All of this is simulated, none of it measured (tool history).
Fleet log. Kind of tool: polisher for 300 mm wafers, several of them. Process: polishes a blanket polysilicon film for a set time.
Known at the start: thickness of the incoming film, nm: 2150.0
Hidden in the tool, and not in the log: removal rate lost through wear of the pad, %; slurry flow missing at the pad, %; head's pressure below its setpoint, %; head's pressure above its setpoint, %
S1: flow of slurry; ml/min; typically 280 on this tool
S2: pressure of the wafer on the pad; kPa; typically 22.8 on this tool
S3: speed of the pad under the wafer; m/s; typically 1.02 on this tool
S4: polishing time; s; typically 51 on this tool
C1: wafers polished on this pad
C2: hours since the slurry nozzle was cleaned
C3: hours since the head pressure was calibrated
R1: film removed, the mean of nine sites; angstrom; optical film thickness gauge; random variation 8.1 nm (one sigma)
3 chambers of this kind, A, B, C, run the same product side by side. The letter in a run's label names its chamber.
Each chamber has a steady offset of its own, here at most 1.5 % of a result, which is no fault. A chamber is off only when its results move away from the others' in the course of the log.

| run | hour | S1 | S2 | S3 | S4 | C1 | C2 | C3 | R1 |
|---|---|---|---|---|---|---|---|---|---|
| 1C | 3.1 | 280 | 22.8 | 1.02 | 51 | 326 | 310.2 | 409.2 | 5536.3 |
| 2B | 9 | 280 | 22.8 | 1.02 | 51 | 988 | 621.8 | 874.6 | 5441.9 |
| 3A | 13 | 280 | 22.8 | 1.02 | 51 | 149 | 81 | 515.1 | 5341.6 |
|  | 18.7 | chamber A: head pressure recalibrated |
| 4C | 18.7 | 280 | 22.8 | 1.02 | 51 | 442 | 325.8 | 424.8 | 5501.4 |
| 5A | 22.8 | 280 | 22.8 | 1.02 | 51 | 222 | 90.8 | 4.1 | 5379.4 |
|  | 25.9 | chamber B: worn pad replaced by a new one |
| 6B | 28.1 | 280 | 22.8 | 1.02 | 51 | 17 | 640.9 | 893.7 | 5356.9 |
| 7B | 31.3 | 235 | 22.8 | 1.02 | 51 | 41 | 644.1 | 896.9 | 5339.4 |
| 8C | 34.9 | 235 | 22.8 | 1.02 | 51 | 563 | 342 | 441 | 5304.7 |
| 9A | 38.4 | 235 | 22.8 | 1.02 | 51 | 338 | 106.4 | 19.7 | 5268.9 |
| 10C | 42.9 | 280 | 22.8 | 1.02 | 51 | 623 | 350 | 449 | 5380 |
| 11A | 46.2 | 280 | 22.8 | 1.02 | 51 | 397 | 114.2 | 27.5 | 5428.4 |
|  | 47.2 | chamber B: slurry nozzle cleaned |
| 12B | 49.5 | 280 | 22.8 | 1.02 | 51 | 176 | 2.4 | 915.1 | 5547.3 |
| 13B | 56 | 280 | 22.8 | 1.02 | 51 | 225 | 8.9 | 921.6 | 5397.3 |
|  | 61.2 | chamber C: worn pad replaced by a new one |
| 14C | 61.2 | 280 | 22.8 | 1.02 | 51 | 0 | 368.3 | 467.3 | 5483.4 |
| 15A | 64.4 | 365 | 22.8 | 1.02 | 64 | 532 | 132.4 | 45.7 | 6977.8 |
| 16B | 67.6 | 365 | 22.8 | 1.02 | 64 | 312 | 20.5 | 933.2 | 6881.6 |
| 17C | 74.1 | 365 | 22.8 | 1.02 | 64 | 96 | 381.2 | 480.2 | 7015.4 |
| 18A | 80.4 | 280 | 22.8 | 1.02 | 51 | 652 | 148.4 | 61.7 | 5316 |
| 19B | 86.6 | 280 | 22.8 | 1.02 | 51 | 453 | 39.5 | 952.2 | 5469.3 |
| 20A | 91.5 | 195 | 22.8 | 1.02 | 57 | 735 | 159.5 | 72.8 | 5865.3 |
|  | 92.5 | chamber A: worn pad replaced by a new one |
| 21C | 96.4 | 195 | 22.8 | 1.02 | 57 | 263 | 403.5 | 502.5 | 5776.4 |
| 22B | 100.7 | 195 | 22.8 | 1.02 | 57 | 559 | 53.6 | 966.3 | 5740.4 |
| 23C | 103.6 | 280 | 22.8 | 1.02 | 51 | 316 | 410.7 | 509.7 | 5472.3 |
| 24A | 108.1 | 280 | 22.8 | 1.02 | 51 | 117 | 176.1 | 89.4 | 5348.7 |
| 25B | 111.6 | 280 | 22.8 | 1.02 | 51 | 640 | 64.5 | 977.2 | 5518.2 |
| 26C | 116.8 | 280 | 22.8 | 1.02 | 51 | 415 | 423.9 | 522.9 | 5711.6 |
| 27A | 123.3 | 280 | 22.8 | 1.02 | 51 | 230 | 191.3 | 104.6 | 5433.4 |
| 28C | 127.2 | 280 | 29 | 1.02 | 51 | 493 | 434.3 | 533.3 | 6908.1 |
| 29B | 132.5 | 280 | 29 | 1.02 | 51 | 796 | 85.4 | 998.1 | 6780.3 |
| 30A | 138 | 280 | 29 | 1.02 | 51 | 340 | 206 | 119.3 | 6968.1 |
| 31C | 141.6 | 280 | 15.9 | 1.02 | 51 | 600 | 448.7 | 547.7 | 3813.3 |
|  | 144.5 | chamber B: worn pad replaced by a new one |
| 32B | 146.4 | 280 | 15.9 | 1.02 | 51 | 14 | 99.3 | 1012 | 3856 |
| 33A | 151.6 | 280 | 15.9 | 1.02 | 51 | 441 | 219.6 | 132.9 | 3796.2 |
| 34C | 155.4 | 310 | 22.8 | 1.14 | 51 | 703 | 462.5 | 561.5 | 6147.1 |

Is one chamber off against the others, does the gauge drift, or is nothing wrong? If a chamber is off, say which, and what the likeliest cause is.

The fleet is healthy, with each chamber sitting at its usual small offset and no drift in the gauge.
